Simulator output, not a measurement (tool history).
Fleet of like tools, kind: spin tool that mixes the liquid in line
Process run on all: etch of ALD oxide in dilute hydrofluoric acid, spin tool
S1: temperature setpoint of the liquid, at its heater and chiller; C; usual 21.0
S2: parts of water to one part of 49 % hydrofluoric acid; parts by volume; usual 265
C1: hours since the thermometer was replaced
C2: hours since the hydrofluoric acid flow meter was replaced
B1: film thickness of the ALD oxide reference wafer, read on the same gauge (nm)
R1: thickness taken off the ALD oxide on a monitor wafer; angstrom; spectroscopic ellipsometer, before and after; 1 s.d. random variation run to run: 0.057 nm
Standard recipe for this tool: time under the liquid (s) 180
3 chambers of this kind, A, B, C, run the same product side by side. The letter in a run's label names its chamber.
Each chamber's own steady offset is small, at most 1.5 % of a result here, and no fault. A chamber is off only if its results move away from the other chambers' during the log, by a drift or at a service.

run 1C hour=6.5 | S1=21.0 S2=265 time_under_the_liquid_(s)=180 | C1=1719.5 C2=1447.1 | B1=50.012 | R1=77.116
run 2B hour=13.2 | S1=21.0 S2=265 time_under_the_liquid_(s)=180 | C1=1780.0 C2=161.0 | B1=49.995 | R1=78.790
run 3A hour=16.6 | S1=21.0 S2=265 time_under_the_liquid_(s)=180 | C1=1199.5 C2=136.1 | B1=50.003 | R1=77.346
run 4B hour=20.7 | S1=21.0 S2=265 time_under_the_liquid_(s)=180 | C1=1787.5 C2=168.5 | B1=50.007 | R1=78.059
run 5A hour=26.8 | S1=21.0 S2=265 time_under_the_liquid_(s)=180 | C1=1209.7 C2=146.3 | B1=50.003 | R1=76.768
run 6C hour=32.2 | S1=21.0 S2=265 time_under_the_liquid_(s)=180 | C1=1745.2 C2=1472.8 | B1=49.991 | R1=78.028
run 7C hour=37.8 | S1=21.0 S2=265 time_under_the_liquid_(s)=180 | C1=1750.8 C2=1478.4 | B1=49.980 | R1=78.040
run 8B hour=43.1 | S1=22.5 S2=150 time_under_the_liquid_(s)=180 | C1=1809.9 C2=190.9 | B1=49.989 | R1=162.170
run 9A hour=47.5 | S1=22.5 S2=150 time_under_the_liquid_(s)=180 | C1=1230.4 C2=167.0 | B1=49.993 | R1=159.840
run 10A hour=54.5 | S1=22.5 S2=150 time_under_the_liquid_(s)=180 | C1=1237.4 C2=174.0 | B1=50.010 | R1=160.540
run 11B hour=61.4 | S1=21.0 S2=265 time_under_the_liquid_(s)=180 | C1=1828.2 C2=209.2 | B1=50.014 | R1=77.828
run 12C hour=67.8 | S1=21.0 S2=265 time_under_the_liquid_(s)=180 | C1=1780.8 C2=1508.4 | B1=50.012 | R1=79.282
run 13C hour=74.3 | S1=24.0 S2=315 time_under_the_liquid_(s)=180 | C1=1787.3 C2=1514.9 | B1=50.001 | R1=70.498
run 14B hour=80.5 | S1=24.0 S2=315 time_under_the_liquid_(s)=180 | C1=1847.3 C2=228.3 | B1=50.007 | R1=70.281
run 15A hour=85.5 | S1=24.0 S2=315 time_under_the_liquid_(s)=180 | C1=1268.4 C2=205.0 | B1=50.002 | R1=68.246
run 16C hour=88.7 | S1=21.0 S2=265 time_under_the_liquid_(s)=180 | C1=1801.7 C2=1529.3 | B1=50.015 | R1=79.628
run 17A hour=95.5 | S1=24.0 S2=165 time_under_the_liquid_(s)=180 | C1=1278.4 C2=215.0 | B1=49.994 | R1=150.570
run 18B hour=102.3 | S1=24.0 S2=165 time_under_the_liquid_(s)=180 | C1=1869.1 C2=250.1 | B1=49.986 | R1=155.370
run 19C hour=105.9 | S1=24.0 S2=165 time_under_the_liquid_(s)=180 | C1=1818.9 C2=1546.5 | B1=49.997 | R1=158.340
run 20A hour=109.4 | S1=21.0 S2=265 time_under_the_liquid_(s)=180 | C1=1292.3 C2=228.9 | B1=50.011 | R1=77.446
run 21B hour=114.9 | S1=21.0 S2=265 time_under_the_liquid_(s)=180 | C1=1881.7 C2=262.7 | B1=49.987 | R1=78.428
run 22B hour=121.9 | S1=21.0 S2=265 time_under_the_liquid_(s)=180 | C1=1888.7 C2=269.7 | B1=50.007 | R1=77.953
run 23A hour=127.5 | S1=21.0 S2=265 time_under_the_liquid_(s)=180 | C1=1310.4 C2=247.0 | B1=49.982 | R1=77.050
run 24C hour=133.4 | S1=21.0 S2=265 time_under_the_liquid_(s)=180 | C1=1846.4 C2=1574.0 | B1=50.003 | R1=80.248
run 25C hour=136.5 | S1=21.0 S2=265 time_under_the_liquid_(s)=180 | C1=1849.5 C2=1577.1 | B1=50.010 | R1=81.625
run 26B hour=143.1 | S1=21.0 S2=265 time_under_the_liquid_(s)=75 | C1=1909.9 C2=290.9 | B1=49.980 | R1=32.602
run 27A hour=148.0 | S1=21.0 S2=265 time_under_the_liquid_(s)=75 | C1=1330.9 C2=267.5 | B1=50.012 | R1=32.018
run 28C hour=151.2 | S1=21.0 S2=265 time_under_the_liquid_(s)=75 | C1=1864.2 C2=1591.8 | B1=49.997 | R1=33.852
run 29A hour=156.7 | S1=21.0 S2=265 time_under_the_liquid_(s)=180 | C1=1339.6 C2=276.2 | B1=50.024 | R1=77.734
run 30B hour=160.7 | S1=21.0 S2=265 time_under_the_liquid_(s)=180 | C1=1927.5 C2=308.5 | B1=50.000 | R1=78.360
run 31A hour=164.1 | S1=21.0 S2=265 time_under_the_liquid_(s)=180 | C1=1347.0 C2=283.6 | B1=49.986 | R1=77.519
run 32C hour=171.3 | S1=21.0 S2=265 time_under_the_liquid_(s)=180 | C1=1884.3 C2=1611.9 | B1=49.985 | R1=82.817
run 33B hour=174.7 | S1=21.0 S2=165 time_under_the_liquid_(s)=180 | C1=1941.5 C2=322.5 | B1=49.995 | R1=136.840
run 34C hour=181.5 | S1=21.0 S2=165 time_under_the_liquid_(s)=180 | C1=1894.5 C2=1622.1 | B1=49.987 | R1=146.690
run 35A hour=187.9 | S1=21.0 S2=165 time_under_the_liquid_(s)=180 | C1=1370.8 C2=307.4 | B1=49.968 | R1=134.630
run 36B hour=193.8 | S1=21.0 S2=265 time_under_the_liquid_(s)=180 | C1=1960.6 C2=341.6 | B1=49.983 | R1=77.930
run 37A hour=200.0 | S1=21.0 S2=180 time_under_the_liquid_(s)=130 | C1=1382.9 C2=319.5 | B1=50.004 | R1=88.122
run 38C hour=204.8 | S1=21.0 S2=180 time_under_the_liquid_(s)=130 | C1=1917.8 C2=1645.4 | B1=49.994 | R1=95.567
run 39B hour=211.9 | S1=21.0 S2=180 time_under_the_liquid_(s)=130 | C1=1978.7 C2=359.7 | B1=50.010 | R1=88.443
run 40A hour=218.0 | S1=21.0 S2=265 time_under_the_liquid_(s)=180 | C1=1400.9 C2=337.5 | B1=50.017 | R1=77.279
run 41C hour=224.1 | S1=21.0 S2=265 time_under_the_liquid_(s)=180 | C1=1937.1 C2=1664.7 | B1=50.002 | R1=82.814

What goes on in this fleet: one chamber off, a drifting gauge, or nothing beyond the chambers' own small offsets? Name the chamber and the cause, if any.

It is chamber C that slowly wanders off from its peers.
Likeliest cause: hydrofluoric acid flow above the setpoint (%) = 6.06.
Not necessarily distinguishable in this log from: liquid hotter than its thermometer reads (K).

Chamber C could run next with any of the 4 candidate recipes listed below; each alters the usual settings, and their results appear as question marks. Which one brings its results back in line with what the other chambers deliver on the usual settings?
To be in line, a result may differ from the other chambers' mean on the usual settings by at most: R1 2.000 angstrom
run 42C-1 hour=229.2 | S1=20.5 S2=265 time_under_the_liquid_(s)=180 | R1=?
run 42C-2 hour=229.2 | S1=21.0 S2=275 time_under_the_liquid_(s)=175 | R1=?
run 42C-3 hour=229.2 | S1=21.0 S2=265 time_under_the_liquid_(s)=185 | R1=?
run 42C-4 hour=229.2 | S1=21.0 S2=255 time_under_the_liquid_(s)=185 | R1=?

Other chambers, usual settings, mean: R1 77.555 angstrom
run=42C-1 R1=81.767
run=42C-2 R1=77.348
run=42C-3 R1=85.615
run=42C-4 R1=89.783
The answer is 42C-2, which returns the chamber to within the allowed miss of the others.
